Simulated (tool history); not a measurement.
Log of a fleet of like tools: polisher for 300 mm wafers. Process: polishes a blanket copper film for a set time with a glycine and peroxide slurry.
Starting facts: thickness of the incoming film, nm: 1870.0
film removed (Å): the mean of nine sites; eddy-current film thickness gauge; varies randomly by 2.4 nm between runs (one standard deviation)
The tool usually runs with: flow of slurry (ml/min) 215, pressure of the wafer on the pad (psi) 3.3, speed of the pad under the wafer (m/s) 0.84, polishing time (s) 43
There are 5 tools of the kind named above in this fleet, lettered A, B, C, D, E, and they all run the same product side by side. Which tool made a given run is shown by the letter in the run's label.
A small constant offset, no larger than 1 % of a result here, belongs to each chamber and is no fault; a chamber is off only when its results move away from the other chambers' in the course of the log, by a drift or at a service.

| run | hour | flow of slurry (ml/min) | pressure of the wafer on the pad (psi) | speed of the pad under the wafer (m/s) | polishing time (s) | film removed (Å) |
|---|---|---|---|---|---|---|
| 1A | 9.6 | 215 | 3.3 | 0.84 | 43 | 2534.3 |
| 2B | 19.4 | 215 | 3.3 | 0.84 | 43 | 2599.8 |
| 3E | 25.9 | 215 | 3.3 | 0.84 | 43 | 2556.9 |
| 4C | 39.4 | 215 | 3.3 | 0.84 | 43 | 2550.6 |
|  | 39.9 | chamber A: worn pad replaced by a new one |
| 5D | 50.3 | 215 | 2.1 | 0.84 | 29 | 1218 |
| 6D | 61.5 | 215 | 2.1 | 0.84 | 29 | 1218.6 |
|  | 63.9 | chamber B: worn pad replaced by a new one |
|  | 64.1 | chamber B: slurry nozzle cleaned |
|  | 64.9 | chamber C: worn pad replaced by a new one |
| 7A | 75.6 | 215 | 2.1 | 0.84 | 29 | 1207.6 |
|  | 76 | chamber D: worn pad replaced by a new one |
| 8C | 89.3 | 215 | 2.1 | 0.84 | 29 | 1183.2 |
|  | 89.8 | chamber A: head pressure recalibrated |
| 9E | 103.2 | 215 | 2.1 | 0.84 | 29 | 1205.4 |
|  | 106.7 | chamber A: worn pad replaced by a new one |
|  | 110.3 | chamber E: worn pad replaced by a new one |
| 10B | 114.2 | 215 | 3.3 | 0.84 | 43 | 2577.6 |
| 11A | 121.6 | 215 | 2.7 | 0.84 | 38 | 1937.1 |
| 12C | 128.8 | 215 | 2.7 | 0.84 | 38 | 1930 |
|  | 137.4 | chamber B: head pressure recalibrated |
| 13D | 143.2 | 215 | 2.7 | 0.84 | 38 | 1918.1 |
|  | 152.5 | chamber D: slurry nozzle cleaned |
| 14B | 154.2 | 215 | 2.7 | 0.84 | 38 | 1930.6 |
|  | 155.4 | chamber C: worn pad replaced by a new one |
| 15E | 167.4 | 215 | 2.7 | 0.84 | 38 | 1934.7 |
| 16E | 178.5 | 215 | 3.3 | 0.84 | 43 | 2546.9 |
|  | 179.4 | chamber A: worn pad replaced by a new one |
|  | 183.4 | chamber E: head pressure recalibrated |
| 17C | 185.2 | 215 | 2.9 | 0.84 | 48 | 2467.7 |
| 18A | 195.9 | 215 | 2.9 | 0.84 | 48 | 2531.5 |
|  | 196.3 | chamber D: worn pad replaced by a new one |
|  | 197.2 | chamber E: slurry nozzle cleaned |
|  | 200.4 | chamber B: worn pad replaced by a new one |
| 19B | 208 | 215 | 2.9 | 0.84 | 48 | 2582.6 |
| 20D | 221.2 | 215 | 2.9 | 0.84 | 48 | 2587 |
| 21E | 235.3 | 215 | 2.9 | 0.84 | 48 | 2555.9 |
| 22C | 244.8 | 215 | 3.3 | 0.84 | 43 | 2437.5 |
|  | 247.4 | chamber C: worn pad replaced by a new one |
|  | 256.9 | chamber A: worn pad replaced by a new one |
| 23D | 257.2 | 215 | 3.3 | 0.84 | 43 | 2567.3 |
|  | 258.7 | chamber E: worn pad replaced by a new one |
| 24B | 271.7 | 215 | 3.3 | 0.84 | 43 | 2567.8 |
|  | 273.9 | chamber D: head pressure recalibrated |
| 25A | 285.9 | 215 | 3.3 | 0.84 | 43 | 2534.3 |
| 26D | 298.1 | 215 | 3.3 | 0.84 | 43 | 2629.8 |
| 27A | 310.5 | 215 | 3.3 | 0.84 | 43 | 2556.7 |
|  | 319.3 | chamber B: worn pad replaced by a new one |
| 28B | 325 | 215 | 3.3 | 0.84 | 43 | 2599.8 |
| 29E | 331.7 | 215 | 3.3 | 0.84 | 43 | 2548.7 |
| 30C | 338.7 | 215 | 3.3 | 0.84 | 43 | 2366.7 |

Read the log: is a single chamber off, either drifting away or since a service, is the gauge that measures every chamber drifting, or is nothing wrong beyond small per-chamber offsets? Name any odd chamber and what most likely caused it.

It is chamber C that slowly wanders off from its peers.
Likeliest cause: head's pressure below its setpoint, % = 12.2.

Below are 4 candidate recipes for chamber C's next run, each the usual settings with a change, their results shown as question marks. Which of them brings C's results back in line with what the other chambers give on the usual settings?
In line means no further than this from the other chambers' mean on the usual settings: film removed (Å) 84
| 31C-1 | 349.1 | 215 | 3.3 | 0.84 | 53 | ? |
| 31C-2 | 349.1 | 215 | 3.5 | 0.9 | 43 | ? |
| 31C-3 | 349.1 | 215 | 3.3 | 0.76 | 38 | ? |
| 31C-4 | 349.1 | 215 | 3.1 | 0.84 | 41 | ? |

On the usual settings, the other chambers give on average: film removed (Å) 2564.4
| run | film removed (Å) |
|---|---|
| 31C-1 | 2850.2 |
| 31C-2 | 2567.1 |
| 31C-3 | 1886.2 |
| 31C-4 | 2097 |
With 31C-2, the chamber falls back in line with the rest.
